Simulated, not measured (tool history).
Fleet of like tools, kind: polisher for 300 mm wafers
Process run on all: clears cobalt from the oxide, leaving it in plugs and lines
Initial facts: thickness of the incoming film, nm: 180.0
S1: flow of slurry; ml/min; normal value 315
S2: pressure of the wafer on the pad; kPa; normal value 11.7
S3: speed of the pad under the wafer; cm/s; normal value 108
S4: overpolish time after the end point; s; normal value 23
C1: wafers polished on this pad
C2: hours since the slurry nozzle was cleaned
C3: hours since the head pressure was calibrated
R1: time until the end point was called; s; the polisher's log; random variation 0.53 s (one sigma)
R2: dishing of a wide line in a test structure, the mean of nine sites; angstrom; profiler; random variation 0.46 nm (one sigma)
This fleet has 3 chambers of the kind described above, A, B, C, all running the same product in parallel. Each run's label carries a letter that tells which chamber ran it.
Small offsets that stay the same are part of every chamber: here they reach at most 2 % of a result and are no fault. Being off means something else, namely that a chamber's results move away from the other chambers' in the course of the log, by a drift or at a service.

At hour 4.5: chamber C: worn pad replaced by a new one.
Run 1C, hour 9.7: usual settings; C1 84; C2 207.4; C3 96.8. Result: R1 38.117 s, R2 357.84 angstrom.
Run 2A, hour 20.6: usual settings; C1 762; C2 695.4; C3 411.8. Result: R1 38.283 s, R2 363.22 angstrom.
At hour 25.6: chamber B: worn pad replaced by a new one.
At hour 27.7: chamber A: worn pad replaced by a new one.
Run 3B, hour 27.8: usual settings; C1 36; C2 70.7; C3 88.9. Result: R1 38.711 s, R2 357.34 angstrom.
Run 4C, hour 36.3: usual settings; C1 513; C2 234; C3 123.4. Result: R1 37.679 s, R2 365.48 angstrom.
Run 5A, hour 46.9: usual settings; C1 311; C2 721.7; C3 438.1. Result: R1 38.63 s, R2 357.76 angstrom.
Run 6B, hour 59.1: usual settings; C1 541; C2 102; C3 120.2. Result: R1 38.428 s, R2 353.2 angstrom.
At hour 61.2: chamber C: worn pad replaced by a new one.
Run 7A, hour 66.5: usual settings; C1 627; C2 741.3; C3 457.7. Result: R1 38.679 s, R2 354.58 angstrom.
At hour 70: chamber A: slurry nozzle cleaned.
Run 8B, hour 71.9: usual settings; C1 748; C2 114.8; C3 133. Result: R1 38.998 s, R2 361.17 angstrom.
Run 9C, hour 79.3: usual settings; C1 293; C2 277; C3 166.4. Result: R1 38.225 s, R2 365.96 angstrom.
At hour 80.6: chamber B: worn pad replaced by a new one.
At hour 81.4: chamber A: worn pad replaced by a new one.
Run 10C, hour 91.4: usual settings but S1 355 ml/min, S2 10.3 kPa; C1 488; C2 289.1; C3 178.5. Result: R1 42.932 s, R2 355.94 angstrom.
Run 11A, hour 101.7: usual settings but S1 355 ml/min, S2 10.3 kPa; C1 329; C2 31.7; C3 492.9. Result: R1 41.843 s, R2 348.36 angstrom.
At hour 107.8: chamber C: worn pad replaced by a new one.
Run 12B, hour 108.7: usual settings but S1 355 ml/min, S2 10.3 kPa; C1 453; C2 151.6; C3 169.8. Result: R1 43.232 s, R2 358.34 angstrom.
Run 13A, hour 114.4: usual settings but S1 355 ml/min, S3 90 cm/s; C1 534; C2 44.4; C3 505.6. Result: R1 46.308 s, R2 335.29 angstrom.
Run 14B, hour 120.5: usual settings but S1 355 ml/min, S3 90 cm/s; C1 643; C2 163.4; C3 181.6. Result: R1 46.572 s, R2 349.36 angstrom.
Run 15C, hour 125.9: usual settings but S1 355 ml/min, S3 90 cm/s; C1 293; C2 323.6; C3 213. Result: R1 45.483 s, R2 349.87 angstrom.
Run 16B, hour 132: usual settings; C1 829; C2 174.9; C3 193.1. Result: R1 38.139 s, R2 361.15 angstrom.
At hour 135.3: chamber A: worn pad replaced by a new one.
At hour 140.6: chamber B: worn pad replaced by a new one.
Run 17C, hour 142.4: usual settings; C1 559; C2 340.1; C3 229.5. Result: R1 38.152 s, R2 362.97 angstrom.
Run 18A, hour 152.2: usual settings; C1 273; C2 82.2; C3 543.4. Result: R1 38.514 s, R2 363.4 angstrom.
Run 19A, hour 162.1: usual settings; C1 433; C2 92.1; C3 553.3. Result: R1 38.967 s, R2 355.95 angstrom.
At hour 165.1: chamber C: worn pad replaced by a new one.
Run 20B, hour 170.7: usual settings but S1 400 ml/min; C1 487; C2 213.6; C3 231.8. Result: R1 37.823 s, R2 352.81 angstrom.
Run 21C, hour 181.6: usual settings but S1 400 ml/min; C1 267; C2 379.3; C3 268.7. Result: R1 36.863 s, R2 355.85 angstrom.
Run 22A, hour 188.4: usual settings but S1 400 ml/min; C1 857; C2 118.4; C3 579.6. Result: R1 38.387 s, R2 350.29 angstrom.
At hour 188.6: chamber A: worn pad replaced by a new one.
At hour 192.5: chamber B: worn pad replaced by a new one.
Run 23C, hour 199.6: usual settings; C1 557; C2 397.3; C3 286.7. Result: R1 37.838 s, R2 364.49 angstrom.
Run 24B, hour 207: usual settings; C1 235; C2 249.9; C3 268.1. Result: R1 38.463 s, R2 365.86 angstrom.
At hour 209.9: chamber C: worn pad replaced by a new one.
Run 25A, hour 218.3: usual settings but S1 275 ml/min; C1 479; C2 148.3; C3 609.5. Result: R1 38.92 s, R2 357.83 angstrom.
Run 26B, hour 223.7: usual settings but S1 275 ml/min; C1 504; C2 266.6; C3 284.8. Result: R1 38.207 s, R2 364.39 angstrom.
At hour 228: chamber B: slurry nozzle cleaned.
Run 27C, hour 229.4: usual settings but S1 275 ml/min; C1 315; C2 427.1; C3 316.5. Result: R1 38.905 s, R2 359.94 angstrom.
Run 28B, hour 237.4: usual settings; C1 725; C2 9.5; C3 298.5. Result: R1 37.685 s, R2 370.87 angstrom.
At hour 242.1: chamber A: worn pad replaced by a new one.
Run 29A, hour 248: usual settings; C1 95; C2 178; C3 639.2. Result: R1 39.804 s, R2 353.19 angstrom.
Run 30C, hour 254.2: usual settings; C1 715; C2 451.9; C3 341.3. Result: R1 37.739 s, R2 357.18 angstrom.

Decide between three cases: one chamber stands off from its peers, the gauge reading all wafers drifts, or nothing is wrong past each chamber's small offset. Where a chamber is off, say which and what most likely put it there.

No chamber stands off beyond its own small offset, and the gauge holds steady.
